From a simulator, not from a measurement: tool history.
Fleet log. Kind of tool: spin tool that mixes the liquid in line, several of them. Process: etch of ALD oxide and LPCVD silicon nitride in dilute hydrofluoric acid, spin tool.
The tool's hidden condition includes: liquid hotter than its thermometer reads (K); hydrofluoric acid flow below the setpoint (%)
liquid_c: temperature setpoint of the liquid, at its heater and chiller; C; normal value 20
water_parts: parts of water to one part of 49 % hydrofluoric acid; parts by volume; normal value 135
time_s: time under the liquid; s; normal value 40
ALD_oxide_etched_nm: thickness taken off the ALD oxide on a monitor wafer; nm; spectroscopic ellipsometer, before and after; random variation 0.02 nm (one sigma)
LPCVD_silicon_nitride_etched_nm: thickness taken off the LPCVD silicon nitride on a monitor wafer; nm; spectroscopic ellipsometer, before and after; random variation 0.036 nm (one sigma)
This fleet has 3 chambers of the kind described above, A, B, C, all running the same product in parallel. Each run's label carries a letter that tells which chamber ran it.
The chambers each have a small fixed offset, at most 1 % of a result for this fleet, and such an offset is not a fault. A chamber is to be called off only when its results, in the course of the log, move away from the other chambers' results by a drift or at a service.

run	hour	liquid_c	water_parts	time_s	hours since the thermometer was replaced	hours since the hydrofluoric acid flow meter was replaced	read-back film thickness of the ALD oxide reference wafer, read on the same gauge (nm)	read-back film thickness of the LPCVD silicon nitride reference wafer, read on the same gauge (nm)	ALD_oxide_etched_nm	LPCVD_silicon_nitride_etched_nm
1A	9.3	20	135	40	1935.7	606.1	150.01	140.02	4.6045	0.11421
2C	14.7	20	135	40	956.8	1211.4	149.99	140.01	4.6092	0.12369
3B	21	20	135	40	1229.6	1481.2	150.03	140.03	4.6628	0.010126
4A	28.6	20	135	40	1955	625.4	150.01	139.98	4.6114	0.071763
5C	37.5	24	135	40	979.6	1234.2	150.01	139.98	5.4532	0.20018
6B	48.2	24	135	40	1256.8	1508.4	149.99	140	5.4014	0.11855
7C	55	24	135	40	997.1	1251.7	150.02	139.99	5.4378	0.19947
8B	61.3	20	135	40	1269.9	1521.5	149.98	140	4.5913	0.10319
9A	69.6	20	135	40	1996	666.4	150.04	139.99	4.6373	0.078714
10C	79.6	20	135	40	1021.7	1276.3	149.98	139.99	4.5969	0.11827
11A	88.5	23.5	135	25	2014.9	685.3	150.01	140.01	3.3071	0.14371
12B	97.9	23.5	135	25	1306.5	1558.1	149.98	140.03	3.3376	0.09426
13B	104.9	23.5	135	25	1313.5	1565.1	149.98	139.99	3.3468	0.044947
14A	110.3	20	135	40	2036.7	707.1	150.03	140.02	4.6075	0.173
15C	115.2	20	180	40	1057.3	1311.9	150.03	139.96	3.263	0.12662
16A	125.4	20	180	40	2051.8	722.2	149.99	139.96	3.2972	0.030883
17B	131.2	20	180	40	1339.8	1591.4	150	139.99	3.302	0.073902
18C	139.1	20	135	40	1081.2	1335.8	150	140	4.5391	0.14403
19C	147	20	135	40	1089.1	1343.7	149.98	139.95	4.5447	0.097494
20A	158	24	110	40	2084.4	754.8	150.03	139.97	6.8081	0.20061
21B	162.9	24	110	40	1371.5	1623.1	150.01	139.96	6.8691	0.24419
22A	170.3	24	110	40	2096.7	767.1	150.01	139.99	6.7926	0.30518
23C	181.3	20	135	40	1123.4	1378	149.98	140.02	4.4722	0.18782
24B	191.7	20	135	40	1400.3	1651.9	150.01	140.01	4.6382	0.12285
25A	198.4	20	135	40	2124.8	795.2	150.01	139.99	4.6459	0.14102
26B	206.1	20	135	40	1414.7	1666.3	150.02	139.99	4.6182	0.085551
27C	216.5	20	135	40	1158.6	1413.2	150.01	139.99	4.4575	0.09735
28A	227.1	20	135	40	2153.5	823.9	149.96	140.02	4.5716	0.10342
29C	232.1	20	135	40	1174.2	1428.8	150.04	139.97	4.4352	0.10921

Has any chamber moved away from the others, gradually or after a service, or does the common gauge drift, or do the chambers differ only by their own small steady offsets? State the chamber and the most likely cause if one applies.

It is chamber C that slowly wanders off from its peers.
What lies behind it: hydrofluoric acid flow below the setpoint (%) = 3.51.

Which of the 4 candidates below, each the usual settings with something changed and its results left as question marks, puts chamber C back in line with what the other chambers give on the usual settings?
In line here means within this much of the mean the other chambers give on the usual settings: ALD_oxide_etched_nm 0.072 nm; LPCVD_silicon_nitride_etched_nm 0.13 nm
30C-1	240.1	20	145	40					?	?
30C-2	240.1	20	130	40					?	?
30C-3	240.1	20	140	40					?	?
30C-4	240.1	20	125	40					?	?

What the other chambers average on the usual settings: ALD_oxide_etched_nm 4.6284 nm; LPCVD_silicon_nitride_etched_nm 0.11684 nm
run	ALD_oxide_etched_nm	LPCVD_silicon_nitride_etched_nm
30C-1	4.1002	0.12731
30C-2	4.6459	0.14153
30C-3	4.269	0.13172
30C-4	4.8575	0.14702
With 30C-2, the chamber falls back in line with the rest.

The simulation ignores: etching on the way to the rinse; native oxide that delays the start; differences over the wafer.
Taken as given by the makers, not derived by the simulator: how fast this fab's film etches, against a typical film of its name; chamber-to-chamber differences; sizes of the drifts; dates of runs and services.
